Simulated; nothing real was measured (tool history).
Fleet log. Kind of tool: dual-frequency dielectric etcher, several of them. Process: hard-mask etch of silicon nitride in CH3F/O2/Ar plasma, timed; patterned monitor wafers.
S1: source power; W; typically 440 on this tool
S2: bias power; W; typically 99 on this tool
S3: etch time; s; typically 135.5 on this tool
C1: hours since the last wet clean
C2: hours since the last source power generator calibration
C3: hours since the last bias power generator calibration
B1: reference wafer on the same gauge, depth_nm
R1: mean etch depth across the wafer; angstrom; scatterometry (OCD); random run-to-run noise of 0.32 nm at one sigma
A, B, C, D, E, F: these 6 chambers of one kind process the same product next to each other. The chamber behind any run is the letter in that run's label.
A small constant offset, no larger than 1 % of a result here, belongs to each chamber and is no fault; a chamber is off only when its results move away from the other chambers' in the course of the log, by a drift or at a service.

run,hour,S1,S2,S3,C1,C2,C3,B1,R1
1B,9.6,440,99,135.5,55.2,1499.6,1768.2,114.03,1099.5
2E,18.2,440,99,135.5,187,2691.1,3875.8,114.02,1104.9
3C,29.9,440,99,135.5,205.7,1969.7,2425,113.99,1099.6
4F,38.4,440,99,135.5,447.6,63.3,263.1,114.07,1097.5
5A,43.8,440,99,135.5,275.4,2639.2,3939.6,113.95,1091.8
6D,53.3,440,99,135.5,69.3,876.1,3033.5,113.97,1101.5
7E,64.8,440,99,135.5,233.6,2737.7,3922.4,114.05,1106.8
8F,72.3,440,99,135.5,481.5,97.2,297,114.05,1098.1
# hour 72.4: chamber C: source power generator calibrated
9A,82.3,440,99,135.5,313.9,2677.7,3978.1,114,1086.1
10C,87.6,440,99,135.5,263.4,15.3,2482.7,113.97,1101.6
11D,95.6,440,99,135.5,111.6,918.4,3075.8,113.92,1097.3
12B,102.7,440,99,135.5,148.3,1592.7,1861.3,113.92,1097.5
13A,113.5,440,120,135.5,345.1,2708.9,4009.3,113.99,1173.2
14B,121.1,440,120,135.5,166.7,1611.1,1879.7,113.89,1172.8
15C,128.4,440,120,135.5,304.2,56.1,2523.5,114.01,1188.9
16E,134.8,440,120,135.5,303.6,2807.7,3992.4,114.04,1180.6
17F,144,440,120,135.5,553.2,168.9,368.7,113.95,1173.8
18D,152.6,440,120,135.5,168.6,975.4,3132.8,114.04,1183.8
19B,158.8,540,99,135.5,204.4,1648.8,1917.4,113.99,1180.3
20F,168.8,540,99,135.5,578,193.7,393.5,113.97,1178.9
# hour 173.3: chamber A: wet clean of the chamber
21D,178.2,540,99,135.5,194.2,1001,3158.4,114.02,1192.6
22A,183.2,540,99,135.5,10,2778.6,4079,114.01,1173.5
23C,188.8,540,99,135.5,364.6,116.5,2583.9,113.97,1195.8
24E,200.1,540,99,135.5,368.9,2873,4057.7,114.12,1187
25A,205.5,440,99,135.5,32.3,2800.9,4101.3,113.96,1090.2
26B,210.6,440,99,135.5,256.2,1700.6,1969.2,114.1,1093
27D,221.1,500,99,135.5,237.1,1043.9,3201.3,113.98,1155.4
28F,232.1,500,99,135.5,641.3,257,456.8,113.97,1127.7
29E,239.6,500,99,135.5,408.4,2912.5,4097.2,113.99,1157.1
30C,249.2,500,99,135.5,425,176.9,2644.3,114.02,1154.1
31E,255.5,500,99,135.5,424.3,2928.4,4113.1,113.98,1156.3
32F,265.4,500,99,135.5,674.6,290.3,490.1,113.96,1128.8
33B,274.5,440,99,135.5,320.1,1764.5,2033.1,113.93,1094.8
34A,282.7,440,99,135.5,109.5,2878.1,4178.5,114,1088.1
35C,289,440,99,135.5,464.8,216.7,2684.1,113.97,1107.3
36D,297.2,440,99,135.5,313.2,1120,3277.4,114.01,1102.8
# hour 303.3: chamber E: bias power generator calibrated
37E,308.8,440,99,135.5,477.6,2981.7,5.5,113.96,1104.3
# hour 313.7: chamber C: wet clean of the chamber
38F,314.4,440,99,135.5,723.6,339.3,539.1,114.08,1067.6
39C,322.4,440,99,135.5,8.7,250.1,2717.5,114.07,1107.9
40B,332.8,440,99,135.5,378.4,1822.8,2091.4,113.88,1093.6
41A,342.6,440,99,135.5,169.4,2938,4238.4,113.98,1086.7
42D,349.2,440,99,135.5,365.2,1172,3329.4,113.94,1101.5
43F,357.3,440,99,135.5,766.5,382.2,582,113.98,1055.9

All chambers now run identical settings, listed one chamber a line with results as question marks. What results will each chamber show?
44A,365.6,440,99,135.5,,,,,?
44B,365.6,440,99,135.5,,,,,?
44C,365.6,440,99,135.5,,,,,?
44D,365.6,440,99,135.5,,,,,?
44E,365.6,440,99,135.5,,,,,?
44F,365.6,440,99,135.5,,,,,?

run,R1
44A,1088.6
44B,1097
44C,1106.6
44D,1101.1
44E,1096.3
44F,1056.4
